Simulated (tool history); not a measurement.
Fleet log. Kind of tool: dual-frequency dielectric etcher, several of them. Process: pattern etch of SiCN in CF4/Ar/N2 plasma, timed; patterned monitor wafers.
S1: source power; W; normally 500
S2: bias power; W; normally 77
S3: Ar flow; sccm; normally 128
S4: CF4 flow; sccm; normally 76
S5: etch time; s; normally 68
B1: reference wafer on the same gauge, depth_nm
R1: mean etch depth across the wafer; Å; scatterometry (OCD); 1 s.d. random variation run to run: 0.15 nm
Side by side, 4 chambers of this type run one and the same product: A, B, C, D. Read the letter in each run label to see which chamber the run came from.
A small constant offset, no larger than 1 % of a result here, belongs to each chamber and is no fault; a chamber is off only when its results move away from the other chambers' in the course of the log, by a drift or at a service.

{"run": "1B", "hour": 7.5, "S1": 500, "S2": 77, "S3": 128, "S4": 76, "S5": 68, "B1": 59.509, "R1": 641.46}
{"run": "2D", "hour": 13.7, "S1": 500, "S2": 77, "S3": 128, "S4": 76, "S5": 68, "B1": 59.496, "R1": 642.67}
{"run": "3A", "hour": 20.2, "S1": 500, "S2": 77, "S3": 128, "S4": 76, "S5": 68, "B1": 59.464, "R1": 644.83}
{"run": "4C", "hour": 25.6, "S1": 500, "S2": 77, "S3": 128, "S4": 76, "S5": 68, "B1": 59.501, "R1": 632.63}
{"run": "5D", "hour": 33.3, "S1": 500, "S2": 77, "S3": 128, "S4": 76, "S5": 68, "B1": 59.463, "R1": 643.03}
{"run": "6A", "hour": 37.9, "S1": 500, "S2": 77, "S3": 128, "S4": 76, "S5": 68, "B1": 59.478, "R1": 640.96}
{"run": "7C", "hour": 45.7, "S1": 500, "S2": 77, "S3": 128, "S4": 76, "S5": 68, "B1": 59.479, "R1": 636.19}
{"run": "8B", "hour": 52.2, "S1": 500, "S2": 77, "S3": 128, "S4": 76, "S5": 68, "B1": 59.511, "R1": 646.73}
{"run": "9D", "hour": 59.6, "S1": 560, "S2": 77, "S3": 128, "S4": 76, "S5": 68, "B1": 59.484, "R1": 705.5}
{"run": "10C", "hour": 65.6, "S1": 560, "S2": 77, "S3": 128, "S4": 76, "S5": 68, "B1": 59.501, "R1": 701.24}
{"run": "11A", "hour": 70.7, "S1": 560, "S2": 77, "S3": 128, "S4": 76, "S5": 68, "B1": 59.524, "R1": 709.73}
{"run": "12B", "hour": 75.6, "S1": 560, "S2": 77, "S3": 128, "S4": 76, "S5": 68, "B1": 59.472, "R1": 710.89}
{"run": "13C", "hour": 82.2, "S1": 500, "S2": 77, "S3": 128, "S4": 76, "S5": 68, "B1": 59.546, "R1": 633.24}
{"run": "14B", "hour": 90.4, "S1": 500, "S2": 77, "S3": 128, "S4": 76, "S5": 68, "B1": 59.48, "R1": 644.02}
{"run": "15D", "hour": 99.0, "S1": 500, "S2": 77, "S3": 128, "S4": 76, "S5": 68, "B1": 59.522, "R1": 641.96}
{"run": "16A", "hour": 107.3, "S1": 500, "S2": 77, "S3": 128, "S4": 76, "S5": 68, "B1": 59.514, "R1": 643.64}
{"run": "17A", "hour": 111.6, "S1": 500, "S2": 77, "S3": 128, "S4": 86, "S5": 60.5, "B1": 59.539, "R1": 584.34}
{"run": "18B", "hour": 119.9, "S1": 500, "S2": 77, "S3": 128, "S4": 86, "S5": 60.5, "B1": 59.499, "R1": 582.85}
{"run": "19D", "hour": 125.0, "S1": 500, "S2": 77, "S3": 128, "S4": 86, "S5": 60.5, "B1": 59.502, "R1": 580.66}
{"hour": 125.6, "done": "chamber B: wet clean of the chamber"}
{"run": "20C", "hour": 129.2, "S1": 500, "S2": 77, "S3": 128, "S4": 86, "S5": 60.5, "B1": 59.504, "R1": 570.8}
{"run": "21B", "hour": 133.6, "S1": 500, "S2": 77, "S3": 128, "S4": 76, "S5": 68, "B1": 59.48, "R1": 642.96}
{"run": "22C", "hour": 139.3, "S1": 500, "S2": 77, "S3": 128, "S4": 76, "S5": 68, "B1": 59.463, "R1": 626.66}
{"run": "23A", "hour": 143.1, "S1": 500, "S2": 77, "S3": 128, "S4": 76, "S5": 68, "B1": 59.481, "R1": 640.24}
{"run": "24D", "hour": 151.5, "S1": 500, "S2": 77, "S3": 128, "S4": 76, "S5": 68, "B1": 59.499, "R1": 639.53}
{"run": "25B", "hour": 158.4, "S1": 500, "S2": 77, "S3": 128, "S4": 76, "S5": 68, "B1": 59.518, "R1": 642.14}
{"run": "26C", "hour": 164.7, "S1": 500, "S2": 77, "S3": 128, "S4": 76, "S5": 68, "B1": 59.486, "R1": 629.41}
{"run": "27A", "hour": 170.9, "S1": 500, "S2": 77, "S3": 128, "S4": 76, "S5": 68, "B1": 59.493, "R1": 641.68}
{"run": "28D", "hour": 179.0, "S1": 500, "S2": 77, "S3": 128, "S4": 76, "S5": 68, "B1": 59.509, "R1": 640.24}
{"run": "29B", "hour": 185.3, "S1": 500, "S2": 77, "S3": 128, "S4": 76, "S5": 68, "B1": 59.537, "R1": 641.91}
{"run": "30D", "hour": 191.4, "S1": 500, "S2": 77, "S3": 128, "S4": 76, "S5": 68, "B1": 59.49, "R1": 641.23}
{"run": "31A", "hour": 196.1, "S1": 500, "S2": 77, "S3": 128, "S4": 76, "S5": 68, "B1": 59.493, "R1": 641.74}

Has any chamber moved away from the others, gradually or after a service, or does the common gauge drift, or do the chambers differ only by their own small steady offsets? State the chamber and the most likely cause if one applies.

Chamber C drifts away from the others.
Likeliest cause: CF4 flow that arrives under what is set, % = 8.35.
With only this log, it may be confused with: etch rate under this chamber's usual, %; source power that arrives under what is set, %; bias power that arrives under what is set, %; Ar flow that arrives over what is set, %.

Chamber C could run next with any of the 4 candidate recipes listed below; each alters the usual settings, and their results appear as question marks. Which one brings its results back in line with what the other chambers deliver on the usual settings?
To be in line, a result may differ from the other chambers' mean on the usual settings by at most: R1 5.2 Å
{"run": "32C-1", "hour": 202.5, "S1": 510, "S2": 77, "S3": 128, "S4": 76, "S5": 70.5, "R1": "?"}
{"run": "32C-2", "hour": 202.5, "S1": 490, "S2": 76, "S3": 129, "S4": 76, "S5": 68, "R1": "?"}
{"run": "32C-3", "hour": 202.5, "S1": 490, "S2": 76, "S3": 128, "S4": 76, "S5": 66, "R1": "?"}
{"run": "32C-4", "hour": 202.5, "S1": 500, "S2": 82, "S3": 128, "S4": 76, "S5": 68, "R1": "?"}

Other chambers, usual settings, mean: R1 642.39 Å
run=32C-1 R1=661.41
run=32C-2 R1=612.58
run=32C-3 R1=595.28
run=32C-4 R1=641.79
32C-4 brings the chamber back in line.
